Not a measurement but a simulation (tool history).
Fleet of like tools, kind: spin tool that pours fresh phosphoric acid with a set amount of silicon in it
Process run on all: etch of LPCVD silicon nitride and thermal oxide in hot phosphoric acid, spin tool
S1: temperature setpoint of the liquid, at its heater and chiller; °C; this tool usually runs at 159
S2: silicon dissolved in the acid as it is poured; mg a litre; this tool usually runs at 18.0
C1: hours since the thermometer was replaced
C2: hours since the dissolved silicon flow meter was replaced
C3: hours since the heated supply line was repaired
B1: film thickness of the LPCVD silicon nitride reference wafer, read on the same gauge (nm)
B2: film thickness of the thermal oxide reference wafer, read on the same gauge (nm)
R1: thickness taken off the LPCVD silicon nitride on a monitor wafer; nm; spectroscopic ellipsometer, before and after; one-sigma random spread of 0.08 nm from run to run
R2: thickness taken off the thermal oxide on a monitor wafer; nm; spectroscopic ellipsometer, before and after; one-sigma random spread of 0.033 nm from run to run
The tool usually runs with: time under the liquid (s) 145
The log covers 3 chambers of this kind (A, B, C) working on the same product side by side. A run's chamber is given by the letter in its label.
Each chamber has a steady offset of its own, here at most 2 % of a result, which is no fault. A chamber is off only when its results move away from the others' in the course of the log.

{"run": "1B", "hour": 12.3, "S1": 159, "S2": 18.0, "time under the liquid (s)": 145, "C1": 926.6, "C2": 639.3, "C3": 1214.9, "B1": 120.01, "B2": 40.007, "R1": 12.107, "R2": 0.23593}
{"run": "2C", "hour": 19.6, "S1": 159, "S2": 18.0, "time under the liquid (s)": 145, "C1": 124.8, "C2": 1735.2, "C3": 367.3, "B1": 119.98, "B2": 40.003, "R1": 11.87, "R2": 0.21777}
{"run": "3A", "hour": 27.5, "S1": 159, "S2": 18.0, "time under the liquid (s)": 145, "C1": 387.5, "C2": 561.0, "C3": 2102.6, "B1": 120.0, "B2": 40.008, "R1": 12.017, "R2": 0.27526}
{"run": "4A", "hour": 39.1, "S1": 159, "S2": 18.0, "time under the liquid (s)": 145, "C1": 399.1, "C2": 572.6, "C3": 2114.2, "B1": 119.97, "B2": 40.001, "R1": 12.108, "R2": 0.19425}
{"run": "5C", "hour": 45.6, "S1": 159, "S2": 18.0, "time under the liquid (s)": 145, "C1": 150.8, "C2": 1761.2, "C3": 393.3, "B1": 119.99, "B2": 39.983, "R1": 11.996, "R2": 0.23067}
{"run": "6B", "hour": 57.2, "S1": 159, "S2": 18.0, "time under the liquid (s)": 145, "C1": 971.5, "C2": 684.2, "C3": 1259.8, "B1": 120.03, "B2": 39.982, "R1": 12.062, "R2": 0.28229}
{"run": "7B", "hour": 65.0, "S1": 159, "S2": 18.0, "time under the liquid (s)": 145, "C1": 979.3, "C2": 692.0, "C3": 1267.6, "B1": 119.99, "B2": 40.003, "R1": 12.208, "R2": 0.18906}
{"run": "8A", "hour": 72.2, "S1": 159, "S2": 18.0, "time under the liquid (s)": 145, "C1": 432.2, "C2": 605.7, "C3": 2147.3, "B1": 119.97, "B2": 40.011, "R1": 12.132, "R2": 0.24575}
{"run": "9C", "hour": 77.9, "S1": 159, "S2": 18.0, "time under the liquid (s)": 145, "C1": 183.1, "C2": 1793.5, "C3": 425.6, "B1": 120.01, "B2": 39.993, "R1": 11.894, "R2": 0.23384}
{"run": "10B", "hour": 89.9, "S1": 159, "S2": 18.0, "time under the liquid (s)": 145, "C1": 1004.2, "C2": 716.9, "C3": 1292.5, "B1": 120.0, "B2": 39.99, "R1": 12.029, "R2": 0.27096}
{"run": "11A", "hour": 97.3, "S1": 159, "S2": 18.0, "time under the liquid (s)": 145, "C1": 457.3, "C2": 630.8, "C3": 2172.4, "B1": 119.99, "B2": 40.016, "R1": 12.272, "R2": 0.26565}
{"hour": 98.7, "done": "chamber B: dissolved silicon flow meter replaced"}
{"run": "12C", "hour": 109.3, "S1": 160, "S2": 27.5, "time under the liquid (s)": 145, "C1": 214.5, "C2": 1824.9, "C3": 457.0, "B1": 120.0, "B2": 39.989, "R1": 12.466, "R2": 0.17471}
{"run": "13A", "hour": 118.1, "S1": 160, "S2": 27.5, "time under the liquid (s)": 145, "C1": 478.1, "C2": 651.6, "C3": 2193.2, "B1": 119.97, "B2": 39.999, "R1": 12.708, "R2": 0.13164}
{"run": "14C", "hour": 125.3, "S1": 160, "S2": 27.5, "time under the liquid (s)": 145, "C1": 230.5, "C2": 1840.9, "C3": 473.0, "B1": 120.01, "B2": 39.982, "R1": 12.297, "R2": 0.17141}
{"run": "15B", "hour": 132.3, "S1": 159, "S2": 18.0, "time under the liquid (s)": 145, "C1": 1046.6, "C2": 33.7, "C3": 1334.9, "B1": 120.0, "B2": 40.014, "R1": 12.111, "R2": 0.33006}
{"run": "16C", "hour": 138.5, "S1": 159, "S2": 23.0, "time under the liquid (s)": 120, "C1": 243.7, "C2": 1854.1, "C3": 486.2, "B1": 119.97, "B2": 40.003, "R1": 10.015, "R2": 0.19239}
{"run": "17A", "hour": 145.7, "S1": 159, "S2": 23.0, "time under the liquid (s)": 120, "C1": 505.7, "C2": 679.2, "C3": 2220.8, "B1": 120.01, "B2": 40.019, "R1": 10.223, "R2": 0.19083}
{"run": "18B", "hour": 156.0, "S1": 159, "S2": 23.0, "time under the liquid (s)": 120, "C1": 1070.3, "C2": 57.4, "C3": 1358.6, "B1": 120.02, "B2": 39.999, "R1": 10.026, "R2": 0.17737}
{"run": "19B", "hour": 168.3, "S1": 159, "S2": 18.0, "time under the liquid (s)": 145, "C1": 1082.6, "C2": 69.7, "C3": 1370.9, "B1": 120.01, "B2": 40.001, "R1": 12.098, "R2": 0.27751}
{"run": "20A", "hour": 176.8, "S1": 159, "S2": 18.0, "time under the liquid (s)": 145, "C1": 536.8, "C2": 710.3, "C3": 2251.9, "B1": 119.98, "B2": 40.028, "R1": 12.548, "R2": 0.22161}
{"run": "21C", "hour": 187.4, "S1": 159, "S2": 24.5, "time under the liquid (s)": 145, "C1": 292.6, "C2": 1903.0, "C3": 535.1, "B1": 119.99, "B2": 39.987, "R1": 11.987, "R2": 0.18112}
{"run": "22C", "hour": 199.0, "S1": 159, "S2": 24.5, "time under the liquid (s)": 145, "C1": 304.2, "C2": 1914.6, "C3": 546.7, "B1": 120.02, "B2": 39.995, "R1": 11.962, "R2": 0.20426}
{"run": "23A", "hour": 209.1, "S1": 159, "S2": 24.5, "time under the liquid (s)": 145, "C1": 569.1, "C2": 742.6, "C3": 2284.2, "B1": 119.98, "B2": 39.999, "R1": 12.64, "R2": 0.15642}
{"run": "24B", "hour": 219.4, "S1": 159, "S2": 18.0, "time under the liquid (s)": 145, "C1": 1133.7, "C2": 120.8, "C3": 1422.0, "B1": 120.0, "B2": 39.993, "R1": 12.152, "R2": 0.21867}
{"run": "25B", "hour": 225.6, "S1": 159, "S2": 18.0, "time under the liquid (s)": 145, "C1": 1139.9, "C2": 127.0, "C3": 1428.2, "B1": 120.02, "B2": 39.974, "R1": 12.115, "R2": 0.31869}
{"run": "26C", "hour": 238.5, "S1": 159, "S2": 18.0, "time under the liquid (s)": 145, "C1": 343.7, "C2": 1954.1, "C3": 586.2, "B1": 120.02, "B2": 40.0, "R1": 12.053, "R2": 0.20239}
{"run": "27A", "hour": 244.5, "S1": 159, "S2": 10.5, "time under the liquid (s)": 75, "C1": 604.5, "C2": 778.0, "C3": 2319.6, "B1": 120.03, "B2": 40.003, "R1": 6.6202, "R2": 0.1539}
{"run": "28A", "hour": 253.9, "S1": 159, "S2": 10.5, "time under the liquid (s)": 75, "C1": 613.9, "C2": 787.4, "C3": 2329.0, "B1": 119.99, "B2": 40.015, "R1": 6.5841, "R2": 0.14788}
{"run": "29B", "hour": 260.2, "S1": 159, "S2": 10.5, "time under the liquid (s)": 75, "C1": 1174.5, "C2": 161.6, "C3": 1462.8, "B1": 119.98, "B2": 39.995, "R1": 6.2908, "R2": 0.16053}
{"run": "30C", "hour": 269.0, "S1": 159, "S2": 18.0, "time under the liquid (s)": 145, "C1": 374.2, "C2": 1984.6, "C3": 616.7, "B1": 119.99, "B2": 40.008, "R1": 11.982, "R2": 0.27264}

Has any chamber moved away from the others, gradually or after a service, or does the common gauge drift, or do the chambers differ only by their own small steady offsets? State the chamber and the most likely cause if one applies.

It is chamber A that slowly wanders off from its peers.
Most likely cause: liquid hotter than its thermometer reads (K) = 1.72.

Which of the 4 candidates below, each the usual settings with something changed and its results left as question marks, puts chamber A back in line with what the other chambers give on the usual settings?
In-line tolerance around the mean of the other chambers on the usual settings: R1 0.2800 nm; R2 0.12000 nm
{"run": "31A-1", "hour": 278.3, "S1": 159.0, "S2": 16.0, "time under the liquid (s)": 155, "R1": "?", "R2": "?"}
{"run": "31A-2", "hour": 278.3, "S1": 158.5, "S2": 21.5, "time under the liquid (s)": 130, "R1": "?", "R2": "?"}
{"run": "31A-3", "hour": 278.3, "S1": 159.5, "S2": 14.5, "time under the liquid (s)": 160, "R1": "?", "R2": "?"}
{"run": "31A-4", "hour": 278.3, "S1": 159.0, "S2": 20.0, "time under the liquid (s)": 135, "R1": "?", "R2": "?"}

The other chambers' mean on the usual settings: R1 12.0270 nm; R2 0.23980 nm
run=31A-1 R1=13.6180 R2=0.30431
run=31A-2 R1=11.2320 R2=0.21128
run=31A-3 R1=14.2990 R2=0.33871
run=31A-4 R1=11.8610 R2=0.23786
With 31A-4, the chamber falls back in line with the rest.
